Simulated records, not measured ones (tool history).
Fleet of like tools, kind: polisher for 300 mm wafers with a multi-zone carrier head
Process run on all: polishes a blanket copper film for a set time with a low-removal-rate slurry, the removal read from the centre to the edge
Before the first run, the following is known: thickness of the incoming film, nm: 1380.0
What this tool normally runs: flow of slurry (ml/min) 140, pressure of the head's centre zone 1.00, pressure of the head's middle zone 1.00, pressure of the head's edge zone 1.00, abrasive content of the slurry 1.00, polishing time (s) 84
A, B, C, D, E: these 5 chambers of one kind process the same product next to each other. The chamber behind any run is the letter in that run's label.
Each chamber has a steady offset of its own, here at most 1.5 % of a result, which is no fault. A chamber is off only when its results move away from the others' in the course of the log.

run	day	flow of slurry (ml/min)	pressure of the head's centre zone	pressure of the head's middle zone	pressure of the head's edge zone	abrasive content of the slurry	polishing time (s)	film removed at the wafer's centre (Å)	film removed at mid-radius (Å)	film removed at the wafer's edge (Å)
1E	0.125	140	1.00	1.00	1.00	1.00	84	2848.4	2828.4	2860.2
2D	0.250	140	1.00	1.00	1.00	1.00	84	2907.7	2953.3	2850.6
3B	0.442	140	1.00	1.00	1.00	1.00	84	2796.5	2766.7	2912.7
4A	0.546	140	1.00	1.00	1.00	1.00	84	2828.4	2847.9	2902.8
5C	0.683	140	1.00	1.00	1.00	1.00	84	2903.8	2838.9	2915.7
# day 0.708: chamber D: worn pad replaced by a new one
# day 0.812: chamber B: slurry nozzle cleaned
6A	0.867	140	1.00	1.00	1.00	1.00	84	2877.1	2864.2	2866.2
7C	1.033	140	1.00	1.00	1.00	1.00	84	2854.4	2811.4	2898.6
8D	1.196	140	1.00	1.00	1.00	1.00	84	2952.0	2837.1	2812.0
9B	1.371	140	1.00	1.00	1.00	1.00	84	2851.0	2921.9	3000.3
# day 1.538: chamber E: worn pad replaced by a new one
10E	1.567	185	1.00	1.00	1.07	1.00	84	2990.2	3061.4	3159.6
11C	1.683	185	1.00	1.00	1.07	1.00	84	2982.7	2964.0	2968.8
12D	1.779	185	1.00	1.00	1.07	1.00	84	3140.5	2983.6	3017.4
13B	1.942	185	1.00	1.00	1.07	1.00	84	2979.2	3043.6	3094.2
14A	2.112	185	1.00	1.00	1.07	1.00	84	3061.7	2980.8	3086.7
15E	2.296	125	0.92	1.00	1.00	1.00	84	2509.4	2835.6	2824.6
16A	2.383	125	0.92	1.00	1.00	1.00	84	2569.0	2788.5	2855.4
# day 2.446: chamber D: edge zone pressure recalibrated
17E	2.542	125	0.92	1.00	1.00	1.00	84	2523.6	2788.4	2897.8
18B	2.658	125	0.92	1.00	1.00	1.00	84	2506.9	2811.9	2826.4
19C	2.762	125	0.92	1.00	1.00	1.00	84	2567.7	2743.8	2802.6
20D	2.858	140	1.00	1.00	1.00	1.00	84	2891.1	2854.2	2838.9
# day 2.904: chamber E: edge zone pressure recalibrated
# day 2.925: chamber A: worn pad replaced by a new one
21D	3.038	140	1.00	1.00	1.00	1.00	84	2873.2	2878.2	2823.3
22E	3.233	140	1.00	1.00	1.00	1.00	84	2966.2	2888.8	2894.0
23A	3.379	140	1.00	1.00	1.00	1.00	84	2792.1	2816.4	2883.5
24C	3.471	140	1.00	1.00	1.00	1.00	84	2853.2	2859.9	2871.8
# day 3.512: chamber E: worn pad replaced by a new one
25B	3.608	140	1.00	1.00	1.00	1.00	84	2824.9	2947.8	2782.4
26C	3.758	140	1.00	1.00	1.00	1.00	84	2733.0	2871.0	2921.3
27D	3.917	140	1.00	1.00	1.00	1.00	84	2892.0	2968.6	2835.4
# day 4.050: chamber C: edge zone pressure recalibrated
28A	4.067	140	1.00	1.04	0.91	1.00	84	2785.3	2905.1	2752.8
# day 4.108: chamber B: worn pad replaced by a new one
# day 4.204: chamber B: edge zone pressure recalibrated
# day 4.208: chamber C: worn pad replaced by a new one
29E	4.250	140	1.00	1.04	0.91	1.00	84	2933.2	2988.1	2721.8
30B	4.371	140	1.00	1.04	0.91	1.00	84	2903.8	3007.4	2692.8
31B	4.488	140	1.00	1.04	0.91	1.00	84	2841.3	2982.5	2789.4
32A	4.575	140	1.00	1.04	0.91	1.00	84	2938.3	2850.6	2748.2
33D	4.721	140	1.00	1.00	1.00	1.00	84	2913.7	2860.6	2829.3
34E	4.838	140	1.00	1.00	1.00	1.00	84	2855.6	2915.4	2849.1
# day 4.908: chamber D: worn pad replaced by a new one
# day 4.950: chamber C: slurry nozzle cleaned
35C	4.971	140	1.00	1.00	1.00	1.00	84	2759.7	2919.0	2819.8
# day 4.992: chamber A: centre zone pressure recalibrated
36E	5.108	140	0.90	1.00	1.00	1.00	84	2558.1	2831.1	2942.3
37B	5.221	140	0.90	1.00	1.00	1.00	84	2488.5	2885.9	2910.1
38D	5.396	140	0.90	1.00	1.00	1.00	84	2586.1	2869.7	2895.5
39C	5.575	140	0.90	1.00	1.00	1.00	84	2546.6	2814.3	2844.3
40A	5.667	140	0.90	1.00	1.00	1.00	84	2521.5	2843.6	2958.0
41B	5.800	140	1.00	1.00	0.96	1.00	84	2885.4	2849.0	2755.8

Is one chamber out of step, is the gauge drifting, or do the chambers differ by no more than their own small offsets? For an off chamber, give its letter and the likeliest cause.

No chamber stands off beyond its own small offset, and the gauge holds steady.
